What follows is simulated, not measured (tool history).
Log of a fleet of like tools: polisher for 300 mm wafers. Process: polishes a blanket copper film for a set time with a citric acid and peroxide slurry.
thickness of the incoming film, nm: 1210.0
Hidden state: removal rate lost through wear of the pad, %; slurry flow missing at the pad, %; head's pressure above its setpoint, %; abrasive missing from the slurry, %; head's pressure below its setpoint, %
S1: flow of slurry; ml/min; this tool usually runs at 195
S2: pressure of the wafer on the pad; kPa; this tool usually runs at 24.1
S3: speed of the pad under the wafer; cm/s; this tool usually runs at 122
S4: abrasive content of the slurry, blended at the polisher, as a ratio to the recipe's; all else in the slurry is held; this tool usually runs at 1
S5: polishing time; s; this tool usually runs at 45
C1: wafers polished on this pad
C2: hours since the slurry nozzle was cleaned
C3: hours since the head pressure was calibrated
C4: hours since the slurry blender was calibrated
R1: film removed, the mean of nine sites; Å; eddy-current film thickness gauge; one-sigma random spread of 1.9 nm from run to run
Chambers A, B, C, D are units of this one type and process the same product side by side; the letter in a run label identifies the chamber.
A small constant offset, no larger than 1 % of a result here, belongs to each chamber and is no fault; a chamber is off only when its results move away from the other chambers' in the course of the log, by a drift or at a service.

At hour 6.9: chamber B: head pressure recalibrated.
Run 1C, hour 7.8: usual settings; C1 396; C2 206.7; C3 315.3; C4 351.8. Result: R1 1282.30 Å.
At hour 8.6: chamber C: slurry blender recalibrated.
At hour 13.5: chamber C: head pressure recalibrated.
Run 2B, hour 16.8: usual settings; C1 1042; C2 156.1; C3 9.9; C4 37.2. Result: R1 1295.40 Å.
Run 3D, hour 22.8: usual settings; C1 829; C2 375.4; C3 421.1; C4 190.5. Result: R1 1300.90 Å.
Run 4A, hour 34.0: usual settings; C1 434; C2 211.4; C3 158.0; C4 453.5. Result: R1 1271.90 Å.
At hour 41.0: chamber A: slurry blender recalibrated.
Run 5D, hour 45.9: usual settings; C1 1005; C2 398.5; C3 444.2; C4 213.6. Result: R1 1257.60 Å.
Run 6C, hour 57.5: usual settings; C1 776; C2 256.4; C3 44.1; C4 49.0. Result: R1 1309.20 Å.
At hour 58.0: chamber B: worn pad replaced by a new one.
Run 7B, hour 65.2: usual settings; C1 55; C2 204.5; C3 58.3; C4 85.6. Result: R1 1260.30 Å.
At hour 67.3: chamber C: worn pad replaced by a new one.
Run 8A, hour 72.1: usual settings; C1 725; C2 249.5; C3 196.1; C4 31.2. Result: R1 1295.70 Å.
At hour 75.8: chamber D: slurry blender recalibrated.
At hour 77.2: chamber D: worn pad replaced by a new one.
Run 9C, hour 81.2: usual settings; C1 106; C2 280.1; C3 67.8; C4 72.7. Result: R1 1288.80 Å.
At hour 84.9: chamber A: worn pad replaced by a new one.
Run 10B, hour 91.1: usual settings; C1 253; C2 230.4; C3 84.2; C4 111.5. Result: R1 1253.80 Å.
Run 11A, hour 101.6: usual settings; C1 128; C2 279.0; C3 225.6; C4 60.7. Result: R1 1255.40 Å.
Run 12D, hour 108.2: usual settings; C1 237; C2 460.8; C3 506.5; C4 32.5. Result: R1 1304.20 Å.
Run 13C, hour 114.5: usual settings; C1 360; C2 313.4; C3 101.1; C4 106.0. Result: R1 1287.10 Å.
Run 14B, hour 123.7: usual settings; C1 502; C2 263.0; C3 116.8; C4 144.1. Result: R1 1292.40 Å.
Run 15D, hour 134.8: usual settings; C1 440; C2 487.4; C3 533.1; C4 59.1. Result: R1 1317.00 Å.
At hour 139.5: chamber C: slurry nozzle cleaned.
Run 16A, hour 141.8: usual settings; C1 435; C2 319.2; C3 265.8; C4 100.9. Result: R1 1255.40 Å.
At hour 149.0: chamber B: slurry nozzle cleaned.
Run 17B, hour 150.1: usual settings; C1 703; C2 1.2; C3 143.2; C4 170.5. Result: R1 1289.00 Å.
At hour 150.2: chamber D: slurry nozzle cleaned.
Run 18D, hour 156.0: usual settings; C1 602; C2 5.9; C3 554.3; C4 80.3. Result: R1 1276.70 Å.
Run 19A, hour 163.7: usual settings; C1 602; C2 341.1; C3 287.7; C4 122.8. Result: R1 1256.90 Å.
At hour 166.1: chamber C: worn pad replaced by a new one.
Run 20C, hour 169.2: usual settings; C1 23; C2 29.7; C3 155.8; C4 160.7. Result: R1 1278.50 Å.
At hour 175.4: chamber B: slurry blender recalibrated.
Run 21D, hour 178.6: usual settings; C1 774; C2 28.5; C3 576.9; C4 102.9. Result: R1 1307.50 Å.
Run 22C, hour 185.0: usual settings; C1 144; C2 45.5; C3 171.6; C4 176.5. Result: R1 1297.80 Å.
Run 23B, hour 191.0: usual settings; C1 1015; C2 42.1; C3 184.1; C4 15.7. Result: R1 1293.20 Å.
Run 24A, hour 196.5: usual settings; C1 852; C2 373.9; C3 320.5; C4 155.6. Result: R1 1298.50 Å.
Run 25A, hour 203.3: usual settings; C1 904; C2 380.7; C3 327.3; C4 162.4. Result: R1 1282.90 Å.
At hour 203.4: chamber A: worn pad replaced by a new one.
Run 26C, hour 210.0: usual settings; C1 335; C2 70.5; C3 196.6; C4 201.5. Result: R1 1259.10 Å.
At hour 210.1: chamber A: slurry nozzle cleaned.
Run 27B, hour 215.9: usual settings but S1 155 ml/min, S2 17.9 kPa; C1 1205; C2 67.0; C3 209.0; C4 40.6. Result: R1 929.87 Å.
Run 28D, hour 227.3: usual settings but S1 155 ml/min, S2 17.9 kPa; C1 1146; C2 77.2; C3 625.6; C4 151.6. Result: R1 932.10 Å.
Run 29A, hour 236.5: usual settings but S1 155 ml/min, S2 17.9 kPa; C1 252; C2 26.4; C3 360.5; C4 195.6. Result: R1 935.76 Å.
At hour 245.3: chamber D: worn pad replaced by a new one.
Run 30D, hour 247.4: usual settings but S1 155 ml/min, S2 17.9 kPa; C1 16; C2 97.3; C3 645.7; C4 171.7. Result: R1 928.96 Å.
At hour 249.6: chamber B: worn pad replaced by a new one.
Run 31C, hour 253.9: usual settings; C1 670; C2 114.4; C3 240.5; C4 245.4. Result: R1 1310.70 Å.
Run 32B, hour 264.1: usual settings; C1 110; C2 115.2; C3 257.2; C4 88.8. Result: R1 1249.90 Å.
Run 33D, hour 271.3: usual settings; C1 198; C2 121.2; C3 669.6; C4 195.6. Result: R1 1262.00 Å.
Run 34C, hour 281.4: usual settings; C1 880; C2 141.9; C3 268.0; C4 272.9. Result: R1 1278.30 Å.
Run 35A, hour 291.5: usual settings; C1 672; C2 81.4; C3 415.5; C4 250.6. Result: R1 1239.00 Å.
Run 36B, hour 302.9: usual settings but S1 260 ml/min; C1 406; C2 154.0; C3 296.0; C4 127.6. Result: R1 1330.20 Å.

Read the log: is a single chamber off, either drifting away or since a service, is the gauge that measures every chamber drifting, or is nothing wrong beyond small per-chamber offsets? Name any odd chamber and what most likely caused it.

Neither any chamber nor the gauge drifts; the chambers differ only by their own small, steady offsets.
